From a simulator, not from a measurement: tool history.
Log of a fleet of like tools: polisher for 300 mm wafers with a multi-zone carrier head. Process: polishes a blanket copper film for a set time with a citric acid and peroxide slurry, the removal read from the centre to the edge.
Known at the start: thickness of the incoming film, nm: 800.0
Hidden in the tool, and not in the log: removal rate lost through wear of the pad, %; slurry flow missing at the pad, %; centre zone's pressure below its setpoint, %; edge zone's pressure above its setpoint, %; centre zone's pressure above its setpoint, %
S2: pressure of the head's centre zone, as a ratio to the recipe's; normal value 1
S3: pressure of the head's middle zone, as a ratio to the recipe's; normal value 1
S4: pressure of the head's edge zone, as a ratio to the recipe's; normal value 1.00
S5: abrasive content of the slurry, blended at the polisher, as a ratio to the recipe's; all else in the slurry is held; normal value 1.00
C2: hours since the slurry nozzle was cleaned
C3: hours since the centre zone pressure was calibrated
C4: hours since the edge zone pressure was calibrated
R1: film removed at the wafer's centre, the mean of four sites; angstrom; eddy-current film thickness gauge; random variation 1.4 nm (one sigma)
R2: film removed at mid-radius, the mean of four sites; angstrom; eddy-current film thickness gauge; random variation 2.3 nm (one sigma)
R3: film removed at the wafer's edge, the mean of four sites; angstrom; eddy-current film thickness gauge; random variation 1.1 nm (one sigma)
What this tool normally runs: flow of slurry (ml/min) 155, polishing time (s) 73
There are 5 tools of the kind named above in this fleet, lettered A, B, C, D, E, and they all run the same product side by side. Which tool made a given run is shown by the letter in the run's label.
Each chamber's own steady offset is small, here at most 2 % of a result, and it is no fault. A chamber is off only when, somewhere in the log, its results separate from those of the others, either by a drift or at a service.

{"run": "1D", "hour": 5.8, "flow of slurry (ml/min)": 155, "S2": 1, "S3": 1, "S4": 1.0, "S5": 1.0, "polishing time (s)": 73, "wafers polished on this pad": 789, "C2": 614.2, "C3": 554.1, "C4": 741.0, "R1": 1568.3, "R2": 1597.6, "R3": 1573.9}
{"hour": 8.7, "done": "chamber D: worn pad replaced by a new one"}
{"run": "2A", "hour": 12.0, "flow of slurry (ml/min)": 155, "S2": 1, "S3": 1, "S4": 1.0, "S5": 1.0, "polishing time (s)": 73, "wafers polished on this pad": 291, "C2": 180.0, "C3": 440.8, "C4": 215.0, "R1": 1571.5, "R2": 1581.5, "R3": 1598.5}
{"hour": 13.0, "done": "chamber E: worn pad replaced by a new one"}
{"hour": 17.0, "done": "chamber E: centre zone pressure recalibrated"}
{"run": "3C", "hour": 17.4, "flow of slurry (ml/min)": 155, "S2": 1, "S3": 1, "S4": 1.0, "S5": 1.0, "polishing time (s)": 73, "wafers polished on this pad": 1191, "C2": 653.7, "C3": 114.3, "C4": 376.6, "R1": 1617.9, "R2": 1595.0, "R3": 1587.2}
{"run": "4E", "hour": 22.7, "flow of slurry (ml/min)": 155, "S2": 1, "S3": 1, "S4": 1.0, "S5": 1.0, "polishing time (s)": 73, "wafers polished on this pad": 121, "C2": 208.1, "C3": 5.7, "C4": 25.2, "R1": 1594.1, "R2": 1594.7, "R3": 1597.0}
{"run": "5B", "hour": 27.8, "flow of slurry (ml/min)": 155, "S2": 1, "S3": 1, "S4": 1.0, "S5": 1.0, "polishing time (s)": 73, "wafers polished on this pad": 1413, "C2": 212.4, "C3": 637.2, "C4": 1174.1, "R1": 1618.6, "R2": 1571.7, "R3": 1569.7}
{"hour": 27.9, "done": "chamber C: worn pad replaced by a new one"}
{"hour": 31.7, "done": "chamber B: worn pad replaced by a new one"}
{"hour": 32.6, "done": "chamber D: centre zone pressure recalibrated"}
{"run": "6E", "hour": 34.1, "flow of slurry (ml/min)": 155, "S2": 1, "S3": 1, "S4": 1.0, "S5": 1.0, "polishing time (s)": 73, "wafers polished on this pad": 262, "C2": 219.5, "C3": 17.1, "C4": 36.6, "R1": 1613.8, "R2": 1600.0, "R3": 1610.4}
{"run": "7A", "hour": 39.3, "flow of slurry (ml/min)": 155, "S2": 1, "S3": 1, "S4": 1.0, "S5": 1.0, "polishing time (s)": 73, "wafers polished on this pad": 630, "C2": 207.3, "C3": 468.1, "C4": 242.3, "R1": 1585.9, "R2": 1591.6, "R3": 1582.4}
{"run": "8D", "hour": 44.8, "flow of slurry (ml/min)": 155, "S2": 1, "S3": 1, "S4": 1.0, "S5": 1.0, "polishing time (s)": 73, "wafers polished on this pad": 448, "C2": 653.2, "C3": 12.3, "C4": 780.0, "R1": 1568.0, "R2": 1571.9, "R3": 1596.4}
{"hour": 45.8, "done": "chamber A: worn pad replaced by a new one"}
{"run": "9C", "hour": 48.4, "flow of slurry (ml/min)": 155, "S2": 1, "S3": 1, "S4": 1.0, "S5": 1.0, "polishing time (s)": 73, "wafers polished on this pad": 254, "C2": 684.7, "C3": 145.3, "C4": 407.6, "R1": 1606.4, "R2": 1594.6, "R3": 1571.0}
{"run": "10B", "hour": 54.0, "flow of slurry (ml/min)": 155, "S2": 1, "S3": 1, "S4": 1.0, "S5": 1.0, "polishing time (s)": 73, "wafers polished on this pad": 277, "C2": 238.6, "C3": 663.4, "C4": 1200.3, "R1": 1625.6, "R2": 1591.6, "R3": 1572.2}
{"hour": 55.3, "done": "chamber C: slurry nozzle cleaned"}
{"run": "11E", "hour": 59.9, "flow of slurry (ml/min)": 155, "S2": 1, "S3": 1, "S4": 1.0, "S5": 1.0, "polishing time (s)": 73, "wafers polished on this pad": 582, "C2": 245.3, "C3": 42.9, "C4": 62.4, "R1": 1624.2, "R2": 1613.2, "R3": 1605.1}
{"run": "12A", "hour": 65.1, "flow of slurry (ml/min)": 155, "S2": 1, "S3": 1, "S4": 0.96, "S5": 1.0, "polishing time (s)": 73, "wafers polished on this pad": 239, "C2": 233.1, "C3": 493.9, "C4": 268.1, "R1": 1590.3, "R2": 1576.9, "R3": 1554.8}
{"run": "13B", "hour": 68.6, "flow of slurry (ml/min)": 155, "S2": 1, "S3": 1, "S4": 0.96, "S5": 1.0, "polishing time (s)": 73, "wafers polished on this pad": 458, "C2": 253.2, "C3": 678.0, "C4": 1214.9, "R1": 1630.4, "R2": 1587.2, "R3": 1547.6}
{"run": "14C", "hour": 73.1, "flow of slurry (ml/min)": 155, "S2": 1, "S3": 1, "S4": 0.96, "S5": 1.0, "polishing time (s)": 73, "wafers polished on this pad": 561, "C2": 17.8, "C3": 170.0, "C4": 432.3, "R1": 1596.9, "R2": 1605.8, "R3": 1552.9}
{"run": "15D", "hour": 76.7, "flow of slurry (ml/min)": 155, "S2": 1, "S3": 1, "S4": 0.96, "S5": 1.0, "polishing time (s)": 73, "wafers polished on this pad": 844, "C2": 685.1, "C3": 44.2, "C4": 811.9, "R1": 1563.0, "R2": 1583.3, "R3": 1527.8}
{"hour": 78.7, "done": "chamber D: worn pad replaced by a new one"}
{"run": "16B", "hour": 82.1, "flow of slurry (ml/min)": 155, "S2": 1, "S3": 1, "S4": 0.96, "S5": 1.0, "polishing time (s)": 73, "wafers polished on this pad": 626, "C2": 266.7, "C3": 691.5, "C4": 1228.4, "R1": 1617.6, "R2": 1578.7, "R3": 1542.0}
{"hour": 87.8, "done": "chamber E: worn pad replaced by a new one"}
{"run": "17D", "hour": 88.7, "flow of slurry (ml/min)": 155, "S2": 1, "S3": 1, "S4": 1.0, "S5": 1.0, "polishing time (s)": 73, "wafers polished on this pad": 124, "C2": 697.1, "C3": 56.2, "C4": 823.9, "R1": 1559.4, "R2": 1596.0, "R3": 1573.9}
{"run": "18C", "hour": 91.7, "flow of slurry (ml/min)": 155, "S2": 1, "S3": 1, "S4": 1.0, "S5": 1.0, "polishing time (s)": 73, "wafers polished on this pad": 792, "C2": 36.4, "C3": 188.6, "C4": 450.9, "R1": 1590.5, "R2": 1590.4, "R3": 1593.4}
{"run": "19E", "hour": 95.7, "flow of slurry (ml/min)": 155, "S2": 1, "S3": 1, "S4": 1.0, "S5": 1.0, "polishing time (s)": 73, "wafers polished on this pad": 98, "C2": 281.1, "C3": 78.7, "C4": 98.2, "R1": 1606.1, "R2": 1556.9, "R3": 1583.9}
{"hour": 98.7, "done": "chamber A: worn pad replaced by a new one"}
{"run": "20A", "hour": 99.0, "flow of slurry (ml/min)": 155, "S2": 1, "S3": 1, "S4": 1.0, "S5": 1.0, "polishing time (s)": 73, "wafers polished on this pad": 4, "C2": 267.0, "C3": 527.8, "C4": 302.0, "R1": 1545.6, "R2": 1545.2, "R3": 1570.0}
{"run": "21D", "hour": 102.3, "flow of slurry (ml/min)": 155, "S2": 1, "S3": 1, "S4": 1.0, "S5": 1.0, "polishing time (s)": 73, "wafers polished on this pad": 293, "C2": 710.7, "C3": 69.8, "C4": 837.5, "R1": 1550.2, "R2": 1578.7, "R3": 1568.1}
{"run": "22A", "hour": 108.3, "flow of slurry (ml/min)": 155, "S2": 1, "S3": 1, "S4": 1.0, "S5": 1.0, "polishing time (s)": 73, "wafers polished on this pad": 120, "C2": 276.3, "C3": 537.1, "C4": 311.3, "R1": 1538.7, "R2": 1543.7, "R3": 1547.1}
{"run": "23C", "hour": 113.1, "flow of slurry (ml/min)": 155, "S2": 1, "S3": 1, "S4": 1.0, "S5": 1.0, "polishing time (s)": 73, "wafers polished on this pad": 1057, "C2": 57.8, "C3": 210.0, "C4": 472.3, "R1": 1589.0, "R2": 1601.6, "R3": 1579.4}
{"run": "24B", "hour": 118.7, "flow of slurry (ml/min)": 155, "S2": 1, "S3": 1, "S4": 1.0, "S5": 1.0, "polishing time (s)": 73, "wafers polished on this pad": 1080, "C2": 303.3, "C3": 728.1, "C4": 1265.0, "R1": 1603.9, "R2": 1562.8, "R3": 1593.8}
{"run": "25E", "hour": 125.0, "flow of slurry (ml/min)": 155, "S2": 1, "S3": 1, "S4": 1.0, "S5": 1.0, "polishing time (s)": 73, "wafers polished on this pad": 461, "C2": 310.4, "C3": 108.0, "C4": 127.5, "R1": 1616.4, "R2": 1617.2, "R3": 1579.5}
{"run": "26C", "hour": 127.9, "flow of slurry (ml/min)": 155, "S2": 1, "S3": 1, "S4": 1.0, "S5": 0.75, "polishing time (s)": 73, "wafers polished on this pad": 1241, "C2": 72.6, "C3": 224.8, "C4": 487.1, "R1": 1500.7, "R2": 1494.3, "R3": 1482.7}
{"hour": 130.0, "done": "chamber C: worn pad replaced by a new one"}
{"run": "27B", "hour": 133.9, "flow of slurry (ml/min)": 155, "S2": 1, "S3": 1, "S4": 1.0, "S5": 0.75, "polishing time (s)": 73, "wafers polished on this pad": 1269, "C2": 318.5, "C3": 743.3, "C4": 1280.2, "R1": 1523.4, "R2": 1498.4, "R3": 1474.0}
{"run": "28D", "hour": 136.9, "flow of slurry (ml/min)": 155, "S2": 1, "S3": 1, "S4": 1.0, "S5": 0.75, "polishing time (s)": 73, "wafers polished on this pad": 722, "C2": 745.3, "C3": 104.4, "C4": 872.1, "R1": 1481.2, "R2": 1461.1, "R3": 1463.9}
{"run": "29A", "hour": 140.0, "flow of slurry (ml/min)": 155, "S2": 1, "S3": 1, "S4": 1.0, "S5": 0.75, "polishing time (s)": 73, "wafers polished on this pad": 513, "C2": 308.0, "C3": 568.8, "C4": 343.0, "R1": 1361.2, "R2": 1409.2, "R3": 1429.5}
{"hour": 141.6, "done": "chamber D: slurry nozzle cleaned"}
{"run": "30E", "hour": 144.0, "flow of slurry (ml/min)": 155, "S2": 1, "S3": 1, "S4": 1.0, "S5": 0.75, "polishing time (s)": 73, "wafers polished on this pad": 697, "C2": 329.4, "C3": 127.0, "C4": 146.5, "R1": 1516.8, "R2": 1487.6, "R3": 1513.5}
{"hour": 146.1, "done": "chamber D: worn pad replaced by a new one"}
{"hour": 148.4, "done": "chamber B: worn pad replaced by a new one"}
{"run": "31A", "hour": 150.3, "flow of slurry (ml/min)": 155, "S2": 1, "S3": 1, "S4": 1.0, "S5": 1.0, "polishing time (s)": 73, "wafers polished on this pad": 641, "C2": 318.3, "C3": 579.1, "C4": 353.3, "R1": 1465.2, "R2": 1491.3, "R3": 1494.3}
{"run": "32E", "hour": 155.2, "flow of slurry (ml/min)": 155, "S2": 1, "S3": 1, "S4": 1.0, "S5": 1.0, "polishing time (s)": 73, "wafers polished on this pad": 836, "C2": 340.6, "C3": 138.2, "C4": 157.7, "R1": 1601.1, "R2": 1615.3, "R3": 1573.4}
{"run": "33D", "hour": 161.1, "flow of slurry (ml/min)": 155, "S2": 1, "S3": 1, "S4": 1.0, "S5": 1.0, "polishing time (s)": 73, "wafers polished on this pad": 186, "C2": 19.6, "C3": 128.6, "C4": 896.3, "R1": 1570.4, "R2": 1629.1, "R3": 1580.6}
{"run": "34B", "hour": 164.2, "flow of slurry (ml/min)": 155, "S2": 1, "S3": 1, "S4": 1.0, "S5": 1.0, "polishing time (s)": 73, "wafers polished on this pad": 196, "C2": 348.8, "C3": 773.6, "C4": 1310.5, "R1": 1632.7, "R2": 1552.7, "R3": 1598.9}
{"run": "35C", "hour": 170.2, "flow of slurry (ml/min)": 155, "S2": 1, "S3": 1, "S4": 1.0, "S5": 1.0, "polishing time (s)": 73, "wafers polished on this pad": 499, "C2": 114.9, "C3": 267.1, "C4": 529.4, "R1": 1574.1, "R2": 1600.2, "R3": 1582.1}
{"run": "36C", "hour": 173.2, "flow of slurry (ml/min)": 155, "S2": 1, "S3": 1, "S4": 1.0, "S5": 1.0, "polishing time (s)": 73, "wafers polished on this pad": 536, "C2": 117.9, "C3": 270.1, "C4": 532.4, "R1": 1586.6, "R2": 1633.6, "R3": 1565.5}
{"run": "37B", "hour": 178.6, "flow of slurry (ml/min)": 130, "S2": 1, "S3": 1, "S4": 0.91, "S5": 1.0, "polishing time (s)": 73, "wafers polished on this pad": 375, "C2": 363.2, "C3": 788.0, "C4": 1324.9, "R1": 1550.2, "R2": 1526.2, "R3": 1477.3}
{"run": "38D", "hour": 182.7, "flow of slurry (ml/min)": 130, "S2": 1, "S3": 1, "S4": 0.91, "S5": 1.0, "polishing time (s)": 73, "wafers polished on this pad": 454, "C2": 41.2, "C3": 150.2, "C4": 917.9, "R1": 1538.4, "R2": 1530.9, "R3": 1467.2}

Next, every chamber runs the same settings. What will each give?
{"run": "39A", "hour": 187.4, "flow of slurry (ml/min)": 155, "S2": 1, "S3": 1, "S4": 1.0, "S5": 1.0, "polishing time (s)": 73, "R1": "?", "R2": "?", "R3": "?"}
{"run": "39B", "hour": 187.4, "flow of slurry (ml/min)": 155, "S2": 1, "S3": 1, "S4": 1.0, "S5": 1.0, "polishing time (s)": 73, "R1": "?", "R2": "?", "R3": "?"}
{"run": "39C", "hour": 187.4, "flow of slurry (ml/min)": 155, "S2": 1, "S3": 1, "S4": 1.0, "S5": 1.0, "polishing time (s)": 73, "R1": "?", "R2": "?", "R3": "?"}
{"run": "39D", "hour": 187.4, "flow of slurry (ml/min)": 155, "S2": 1, "S3": 1, "S4": 1.0, "S5": 1.0, "polishing time (s)": 73, "R1": "?", "R2": "?", "R3": "?"}
{"run": "39E", "hour": 187.4, "flow of slurry (ml/min)": 155, "S2": 1, "S3": 1, "S4": 1.0, "S5": 1.0, "polishing time (s)": 73, "R1": "?", "R2": "?", "R3": "?"}

run=39A R1=1381.2 R2=1438.1 R3=1468.2
run=39B R1=1615.8 R2=1600.8 R3=1585.5
run=39C R1=1607.1 R2=1587.0 R3=1567.8
run=39D R1=1570.9 R2=1609.6 R3=1587.7
run=39E R1=1567.7 R2=1608.8 R3=1597.7

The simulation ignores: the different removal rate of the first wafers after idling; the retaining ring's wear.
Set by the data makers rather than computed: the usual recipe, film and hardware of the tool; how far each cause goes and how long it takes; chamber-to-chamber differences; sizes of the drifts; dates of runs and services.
